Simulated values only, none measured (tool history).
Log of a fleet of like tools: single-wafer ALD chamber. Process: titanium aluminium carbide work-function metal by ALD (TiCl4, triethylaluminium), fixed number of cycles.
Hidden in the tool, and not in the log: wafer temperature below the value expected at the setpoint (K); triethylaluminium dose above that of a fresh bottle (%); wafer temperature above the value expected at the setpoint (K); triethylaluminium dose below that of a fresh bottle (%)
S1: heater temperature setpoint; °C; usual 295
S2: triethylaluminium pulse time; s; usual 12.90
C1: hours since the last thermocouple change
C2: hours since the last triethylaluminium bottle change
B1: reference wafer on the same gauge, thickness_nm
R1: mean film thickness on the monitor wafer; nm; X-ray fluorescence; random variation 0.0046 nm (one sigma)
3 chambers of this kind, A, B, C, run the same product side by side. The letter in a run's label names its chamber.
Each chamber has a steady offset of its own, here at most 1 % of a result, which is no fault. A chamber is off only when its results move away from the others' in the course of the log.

run,hour,S1,S2,C1,C2,B1,R1
1C,4.9,295,12.90,2837.5,63.6,2.3592,1.9977
2A,9.2,295,12.90,3003.3,206.9,2.3604,2.0033
3B,14.4,295,12.90,584.8,1218.2,2.3595,2.0098
4C,19.1,295,12.90,2851.7,77.8,2.3607,1.9993
5B,23.5,295,12.90,593.9,1227.3,2.3602,2.0078
6A,31.1,295,12.90,3025.2,228.8,2.3600,2.0129
# hour 34.3: chamber A: thermocouple changed; heater temperature recalibrated
7A,36.1,295,12.90,1.8,233.8,2.3599,2.0051
8B,45.9,305,8.11,616.3,1249.7,2.3594,1.9829
9C,54.9,305,8.11,2887.5,113.6,2.3588,1.9850
10C,64.5,305,8.11,2897.1,123.2,2.3600,1.9873
11B,72.5,307,12.90,642.9,1276.3,2.3609,2.1163
12A,81.1,307,12.90,46.8,278.8,2.3605,2.1196
13B,88.2,307,12.90,658.6,1292.0,2.3596,2.1050
14A,93.5,295,12.90,59.2,291.2,2.3593,2.0066
15C,101.1,295,12.90,2933.7,159.8,2.3597,1.9926
16C,110.8,295,12.90,2943.4,169.5,2.3592,1.9943
# hour 115.7: chamber C: thermocouple changed; heater temperature recalibrated
17B,117.3,295,12.90,687.7,1321.1,2.3594,2.0023
18A,126.4,295,12.90,92.1,324.1,2.3606,2.0085
19A,132.7,295,12.90,98.4,330.4,2.3590,2.0078
20B,137.6,295,12.90,708.0,1341.4,2.3577,2.0100
21C,144.4,295,12.90,28.8,203.1,2.3591,1.9717
22C,150.1,295,12.90,34.5,208.8,2.3597,1.9715
23B,155.8,295,12.90,726.2,1359.6,2.3609,2.0107
24A,161.8,295,12.90,127.5,359.5,2.3602,2.0093
25C,168.4,309,10.29,52.8,227.1,2.3604,2.0598
26B,175.8,309,10.29,746.2,1379.6,2.3606,2.0884
27A,181.5,309,10.29,147.2,379.2,2.3602,2.0943
28B,190.4,295,12.90,760.8,1394.2,2.3619,2.0006
29C,200.1,295,12.90,84.5,258.8,2.3607,1.9758
30A,208.5,295,12.90,174.2,406.2,2.3597,2.0186
31C,213.0,295,12.90,97.4,271.7,2.3600,1.9733
32A,220.0,295,12.90,185.7,417.7,2.3608,2.0077
33B,229.6,283,9.53,800.0,1433.4,2.3603,1.8518
34C,236.1,283,9.53,120.5,294.8,2.3579,1.8162
35A,240.8,283,9.53,206.5,438.5,2.3607,1.8517

Is one chamber off against the others, does the gauge drift, or is nothing wrong? If a chamber is off, say which, and what the likeliest cause is.

A service left chamber C off against the others.
Cause: wafer temperature below the value expected at the setpoint (K) = 2.91.

Here are 4 candidates for chamber C's next run, each the usual settings with a change, their results left as question marks. Which one brings its results back in line with what the others give on the usual settings?
In line means no further than this from the other chambers' mean on the usual settings: R1 0.0160 nm
36C-1,247.9,298,13.30,,,,?
36C-2,247.9,289,12.15,,,,?
36C-3,247.9,302,12.90,,,,?
36C-4,247.9,292,12.50,,,,?

The other chambers' mean on the usual settings: R1 2.0080 nm
run,R1
36C-1,2.0064
36C-2,1.9178
36C-3,2.0384
36C-4,1.9473
36C-1 brings the chamber back in line.
